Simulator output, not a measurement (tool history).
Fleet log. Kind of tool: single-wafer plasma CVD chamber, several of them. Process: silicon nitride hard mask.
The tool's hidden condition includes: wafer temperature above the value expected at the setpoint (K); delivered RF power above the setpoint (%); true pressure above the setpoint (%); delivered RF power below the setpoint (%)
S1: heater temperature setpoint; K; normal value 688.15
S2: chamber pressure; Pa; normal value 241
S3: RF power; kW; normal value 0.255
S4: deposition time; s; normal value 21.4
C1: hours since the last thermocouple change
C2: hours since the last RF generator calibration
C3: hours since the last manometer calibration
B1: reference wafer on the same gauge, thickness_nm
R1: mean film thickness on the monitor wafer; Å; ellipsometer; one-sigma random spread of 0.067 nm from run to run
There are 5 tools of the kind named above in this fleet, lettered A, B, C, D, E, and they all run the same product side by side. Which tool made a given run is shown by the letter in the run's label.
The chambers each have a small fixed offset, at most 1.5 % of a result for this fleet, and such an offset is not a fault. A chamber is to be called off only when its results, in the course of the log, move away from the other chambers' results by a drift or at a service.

run,hour,S1,S2,S3,S4,C1,C2,C3,B1,R1
1D,6.1,688.15,241,0.255,21.4,283.7,1047.6,1919.3,25.684,226.08
2A,10.2,688.15,241,0.255,21.4,1998.2,639.7,1014.8,25.721,228.73
3C,15.4,688.15,241,0.255,21.4,1665.4,70.2,500.9,25.719,223.33
4B,19.7,688.15,241,0.255,21.4,1235.1,651.3,1108.1,25.711,228.06
5E,23.9,688.15,241,0.255,21.4,57.6,170.7,2785.1,25.699,226.56
6C,27,688.15,241,0.255,21.4,1677,81.8,512.5,25.715,224.62
7B,29.9,688.15,241,0.255,21.4,1245.3,661.5,1118.3,25.702,228.64
8A,33.1,688.15,241,0.23,21.4,2021.1,662.6,1037.7,25.691,213.62
9D,36.9,688.15,241,0.23,21.4,314.5,1078.4,1950.1,25.716,210.03
10E,42.9,688.15,241,0.23,21.4,76.6,189.7,2804.1,25.708,211.74
11D,48.7,688.15,241,0.23,21.4,326.3,1090.2,1961.9,25.682,210.89
12C,53.7,688.15,241,0.23,21.4,1703.7,108.5,539.2,25.705,206.73
13B,59.7,688.15,241,0.255,21.4,1275.1,691.3,1148.1,25.686,228.4
14A,64.1,688.15,241,0.255,21.4,2052.1,693.6,1068.7,25.698,229.33
15E,68.8,688.15,241,0.255,21.4,102.5,215.6,2830,25.709,227.26
16C,74.6,676.15,241,0.3,21.4,1724.6,129.4,560.1,25.692,252.27
17B,78.1,676.15,241,0.3,21.4,1293.5,709.7,1166.5,25.69,254.5
18A,81.6,676.15,241,0.3,21.4,2069.6,711.1,1086.2,25.701,257.6
19D,86.6,676.15,241,0.3,21.4,364.2,1128.1,1999.8,25.713,252.39
20E,90.4,676.15,241,0.3,21.4,124.1,237.2,2851.6,25.712,253.88
21D,94.8,688.15,241,0.255,21.4,372.4,1136.3,2008,25.696,225.08
22A,100.7,688.15,241,0.255,21.4,2088.7,730.2,1105.3,25.694,230.01
23E,103.6,688.15,241,0.255,21.4,137.3,250.4,2864.8,25.707,226.05
24B,106.8,688.15,241,0.255,21.4,1322.2,738.4,1195.2,25.68,227.71
25C,111.2,688.15,241,0.255,21.4,1761.2,166,596.7,25.669,222.56
26D,115.9,688.15,300,0.28,21.4,393.5,1157.4,2029.1,25.706,252.33
27B,119.8,688.15,300,0.28,21.4,1335.2,751.4,1208.2,25.698,257.02
28A,124.4,688.15,300,0.28,21.4,2112.4,753.9,1129,25.709,259.28
29C,129.5,688.15,300,0.28,21.4,1779.5,184.3,615,25.692,252.46
30E,133,688.15,300,0.28,21.4,166.7,279.8,2894.2,25.71,254.99
31C,138.4,688.15,241,0.255,21.4,1788.4,193.2,623.9,25.685,225.15
32D,142.3,688.15,241,0.255,21.4,419.9,1183.8,2055.5,25.696,222.43
33A,146.6,688.15,241,0.255,21.4,2134.6,776.1,1151.2,25.702,229.06
34B,152.4,688.15,241,0.255,21.4,1367.8,784,1240.8,25.718,228.19
35E,157.7,688.15,241,0.255,21.4,191.4,304.5,2918.9,25.701,227.01
36B,163.2,688.15,241,0.255,21.4,1378.6,794.8,1251.6,25.682,228.77
37D,168.7,688.15,241,0.255,21.4,446.3,1210.2,2081.9,25.718,220.03
38A,173.4,688.15,241,0.255,21.4,2161.4,802.9,1178,25.698,230.14
39E,176.4,688.15,241,0.255,21.4,210.1,323.2,2937.6,25.711,227.72
40C,182,688.15,241,0.255,21.4,1832,236.8,667.5,25.699,225
41A,187.5,688.15,241,0.255,21.4,2175.5,817,1192.1,25.693,230.22

Next, every chamber runs the same settings. What will each give?
42A,191.8,688.15,241,0.255,21.4,,,,,?
42B,191.8,688.15,241,0.255,21.4,,,,,?
42C,191.8,688.15,241,0.255,21.4,,,,,?
42D,191.8,688.15,241,0.255,21.4,,,,,?
42E,191.8,688.15,241,0.255,21.4,,,,,?

run,R1
42A,228.54
42B,227.67
42C,223.85
42D,218.78
42E,226.66
